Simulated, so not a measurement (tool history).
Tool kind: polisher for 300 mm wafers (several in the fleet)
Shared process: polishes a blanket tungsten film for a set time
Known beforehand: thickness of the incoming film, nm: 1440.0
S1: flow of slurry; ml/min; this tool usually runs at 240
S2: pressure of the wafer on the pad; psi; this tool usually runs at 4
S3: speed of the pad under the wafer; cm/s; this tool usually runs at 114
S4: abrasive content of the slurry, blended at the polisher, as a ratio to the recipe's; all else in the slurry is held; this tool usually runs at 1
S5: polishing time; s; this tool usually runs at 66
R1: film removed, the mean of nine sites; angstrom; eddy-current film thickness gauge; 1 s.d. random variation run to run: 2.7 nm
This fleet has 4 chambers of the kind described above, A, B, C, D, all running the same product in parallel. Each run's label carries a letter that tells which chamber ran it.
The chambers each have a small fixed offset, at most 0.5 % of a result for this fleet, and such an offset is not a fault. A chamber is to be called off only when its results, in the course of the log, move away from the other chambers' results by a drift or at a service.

run   hour   S1   S2   S3    S4  S5      R1
       4.1  -- chamber C: slurry tank refilled with fresh slurry and peroxide
 1C    6.8  240    4  114     1  66  3258.7
 2A   14.9  240    4  114     1  66  3233.8
      24.7  -- chamber C: worn pad replaced by a new one
 3D   25.3  240    4  114     1  66  3185.9
      27.8  -- chamber D: slurry nozzle cleaned
      34.3  -- chamber A: worn pad replaced by a new one
 4B   34.3  240    4  114     1  66  3248.5
      41.3  -- chamber D: slurry tank refilled with fresh slurry and peroxide
 5C   44.5  240    4  114     1  66  3232.9
      47.6  -- chamber A: slurry tank refilled with fresh slurry and peroxide
      52.1  -- chamber D: worn pad replaced by a new one
 6D     53  240    4  114     1  66  3205.4
        54  -- chamber B: worn pad replaced by a new one
      58.1  -- chamber C: slurry tank refilled with fresh slurry and peroxide
      59.5  -- chamber C: slurry nozzle cleaned
 7A   61.5  240  3.4  114     1  66  2737.9
 8B   72.2  240  3.4  114     1  66  2747.5
 9B   83.7  240  3.4  114     1  66  2692.5
10A   92.7  240  3.4  114     1  66  2714.1
      94.5  -- chamber A: worn pad replaced by a new one
     101.3  -- chamber C: worn pad replaced by a new one
11D  104.6  240    4  114     1  66  3176.8
     108.7  -- chamber B: slurry blender recalibrated
     113.3  -- chamber C: slurry tank refilled with fresh slurry and peroxide
12C  114.3  240    4  114     1  66  3245.8
       117  -- chamber A: slurry blender recalibrated
     118.5  -- chamber D: worn pad replaced by a new one
     119.1  -- chamber B: slurry tank refilled with fresh slurry and peroxide
     121.1  -- chamber D: slurry tank refilled with fresh slurry and peroxide
13A  122.6  240    4  114  0.85  66  3096.5
     125.2  -- chamber B: worn pad replaced by a new one
14C  128.7  240    4  114  0.85  66  3099.6
     132.9  -- chamber B: head pressure recalibrated
15D  137.1  240    4  114  0.85  66  3146.8
     146.2  -- chamber A: worn pad replaced by a new one
16B  148.2  240    4  114  0.85  66  3118.8
17C  158.6  240    4  114     1  66  3199.6
     167.5  -- chamber C: slurry tank refilled with fresh slurry and peroxide
18B  170.2  240    4  114     1  66  3187.3
19D  180.8  240    4  114     1  66    3165
     182.8  -- chamber C: worn pad replaced by a new one
     184.8  -- chamber D: worn pad replaced by a new one
     184.8  -- chamber D: slurry blender recalibrated
20A  189.6  240    4  114     1  66  3204.1
     193.3  -- chamber B: worn pad replaced by a new one
21C  196.6  240    4  114     1  66  3218.4
     198.3  -- chamber D: slurry tank refilled with fresh slurry and peroxide
       200  -- chamber A: slurry tank refilled with fresh slurry and peroxide
       202  -- chamber A: worn pad replaced by a new one
22B  203.3  240    4  114     1  66  3174.7
23A  213.8  240    4  114     1  66  3230.3
     220.3  -- chamber C: slurry tank refilled with fresh slurry and peroxide
24D  223.1  240    4  114     1  66  3191.3
     223.7  -- chamber A: slurry blender recalibrated
     231.8  -- chamber C: head pressure recalibrated
25A  232.2  240    4  114     1  66  3198.4
26B  238.1  240    4  114     1  66  3232.6
27C  249.2  240    4  114     1  66  3215.2
     256.4  -- chamber D: worn pad replaced by a new one
28D  258.7  240    4  114     1  66  3181.4

Is one chamber out of step, is the gauge drifting, or do the chambers differ by no more than their own small offsets? For an off chamber, give its letter and the likeliest cause.

All chambers stay in line apart from their small fixed offsets, and the gauge does not drift.

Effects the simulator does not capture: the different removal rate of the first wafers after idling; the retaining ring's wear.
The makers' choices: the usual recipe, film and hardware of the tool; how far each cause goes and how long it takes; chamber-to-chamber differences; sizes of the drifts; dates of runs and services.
